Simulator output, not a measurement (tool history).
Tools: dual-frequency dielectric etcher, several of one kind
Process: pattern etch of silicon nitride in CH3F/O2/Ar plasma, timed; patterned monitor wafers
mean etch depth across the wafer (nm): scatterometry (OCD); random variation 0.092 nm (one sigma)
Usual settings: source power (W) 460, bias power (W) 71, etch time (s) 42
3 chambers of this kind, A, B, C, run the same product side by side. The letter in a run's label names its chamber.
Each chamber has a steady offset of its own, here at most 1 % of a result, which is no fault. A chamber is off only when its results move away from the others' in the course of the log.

run     day  source power (W)  bias power (W)  etch time (s)  read-back reference wafer on the same gauge, depth_nm  mean etch depth across the wafer (nm)
 1A   0.388               460              71             42                                                 29.609                                 30.533
 2C   0.946               460              71             42                                                 29.619                                 30.935
 3B    1.25               460              71             42                                                 29.602                                 30.867
 4B    1.65               460              71             42                                                  29.62                                 30.933
      1.758  -- chamber B: bias power generator calibrated
 5A   2.038               460              71             42                                                 29.602                                 30.596
 6C   2.425               460              71             42                                                 29.612                                 31.068
 7B   2.825               460              86             42                                                 29.579                                  33.24
 8C   3.362               460              86             42                                                 29.601                                 32.855
 9A     3.7               460              86             42                                                 29.628                                 32.647
10C   4.146               460              71             42                                                 29.582                                 30.981
11A   4.754               460              71             42                                                 29.582                                 30.529
12B   5.254               460              71             42                                                 29.613                                 30.835
13B   5.667               460              71             42                                                 29.621                                  30.92
14A   5.992               460              71             42                                                 29.611                                  30.79
      6.342  -- chamber C: wet clean of the chamber
15C   6.375               460              71             42                                                 29.613                                 30.993
16A   6.858               460              86             35                                                 29.609                                 27.143
17B   7.179               460              86             35                                                 29.594                                 27.601
      7.192  -- chamber B: wet clean of the chamber
18C   7.817               460              86             35                                                 29.601                                 27.689
19B   8.442               460              71             42                                                 29.613                                 30.829
20A   8.833               460              71             42                                                 29.595                                 30.534
21C   9.471               460              71             42                                                 29.586                                 31.013
22A   9.783               460              71             42                                                 29.611                                 30.411
23C  10.088               460              71             42                                                 29.618                                 30.968
24B  10.383               460              71             42                                                 29.593                                 30.767

Next, every chamber runs the same settings. What will each give?
25A  10.862               460              71           49.5                                                                                             ?
25B  10.862               460              71           49.5                                                                                             ?
25C  10.862               460              71           49.5                                                                                             ?

run  mean etch depth across the wafer (nm)
25A                                 35.909
25B                                 36.402
25C                                 36.522
